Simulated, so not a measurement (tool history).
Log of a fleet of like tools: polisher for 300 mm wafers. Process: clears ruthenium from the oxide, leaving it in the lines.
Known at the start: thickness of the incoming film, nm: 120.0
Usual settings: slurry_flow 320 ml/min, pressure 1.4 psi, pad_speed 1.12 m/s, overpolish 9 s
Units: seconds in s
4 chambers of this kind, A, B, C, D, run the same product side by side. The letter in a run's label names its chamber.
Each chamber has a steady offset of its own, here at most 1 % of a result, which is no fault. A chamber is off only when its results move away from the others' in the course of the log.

run     day  slurry_flow  pressure  pad_speed  overpolish  seconds
 1C   0.504          320       1.4       1.12           9  127.610
 2D   0.762          320       1.4       1.12           9  126.590
      0.896  -- chamber A: slurry nozzle cleaned
      1.112  -- chamber B: worn pad replaced by a new one
 3A   1.292          320       1.4       1.12           9  124.260
      1.612  -- chamber C: worn pad replaced by a new one
 4B   1.646          320       1.4       1.12           9  126.540
 5B   2.021          320       1.4       1.12           9  125.980
      2.321  -- chamber B: slurry nozzle cleaned
 6D   2.542          320       1.4       1.12           9  125.640
 7C   3.112          320       1.6       1.12           9  111.130
 8A   3.375          320       1.6       1.12           9  109.700
      3.579  -- chamber C: head pressure recalibrated
 9D   3.871          320       1.6       1.12           9  110.830
10A   4.138          320       1.6       1.12           9  110.490
11B   4.696          320       1.4       1.12          13  129.190
      4.783  -- chamber D: head pressure recalibrated
12C   5.079          320       1.4       1.12          13  122.570
      5.271  -- chamber A: worn pad replaced by a new one
13B   5.642          320       1.4       1.12          13  125.460
      5.971  -- chamber C: worn pad replaced by a new one
14D   6.212          320       1.4       1.12          13  123.940
      6.433  -- chamber C: slurry nozzle cleaned
15C   6.496          320       1.4       1.12           9  124.360
16A   7.000          320       1.4       1.12           9  126.780
      7.054  -- chamber D: worn pad replaced by a new one
17C   7.383          320       1.4       1.12           9  125.970
18A   7.917          320       1.4       1.12           9  126.210
      8.133  -- chamber D: slurry nozzle cleaned
      8.271  -- chamber B: worn pad replaced by a new one
19D   8.271          320       1.4       1.44           9   98.929
20B   8.696          320       1.4       1.44           9   97.989
21A   9.192          320       1.4       1.44           9   99.128
22D   9.583          320       1.4       1.44           9  101.240
23B   9.850          320       1.4       1.46           9   95.465
24C  10.267          320       1.4       1.46           9   94.205
     10.558  -- chamber A: worn pad replaced by a new one
25B  10.633          320       1.4       1.46           9   97.452
26C  11.217          320       1.4       1.46           9   97.828
     11.571  -- chamber C: worn pad replaced by a new one
27A  11.608          320       1.4       1.12           9  126.270
28D  12.012          320       1.4       1.12           9  124.580
29D  12.546          320       1.4       1.12           9  124.310
30B  13.050          320       1.4       1.12           9  123.870
31A  13.388          320       1.4       1.12           9  121.560
32C  13.858          320       1.4       1.12           9  127.650
     13.871  -- chamber D: worn pad replaced by a new one
33A  14.292          355       1.4       1.12           9  124.060
     14.592  -- chamber B: worn pad replaced by a new one
34B  14.696          355       1.4       1.12           9  126.100
35C  15.175          355       1.4       1.12           9  129.370
36D  15.658          355       1.4       1.12           9  129.090
     15.896  -- chamber A: worn pad replaced by a new one
     15.962  -- chamber C: worn pad replaced by a new one
37B  16.083          320       1.4       1.12           9  127.590
     16.308  -- chamber A: slurry nozzle cleaned
38A  16.621          320       1.4       1.12           9  126.390
     16.900  -- chamber C: head pressure recalibrated
39C  17.100          320       1.4       1.12           9  124.980

Next, every chamber runs the same settings. What will each give?
40A  17.525          320       1.4       0.74           9        ?
40B  17.525          320       1.4       0.74           9        ?
40C  17.525          320       1.4       0.74           9        ?
40D  17.525          320       1.4       0.74           9        ?

run  seconds
40A  187.870
40B  199.200
40C  192.540
40D  191.510
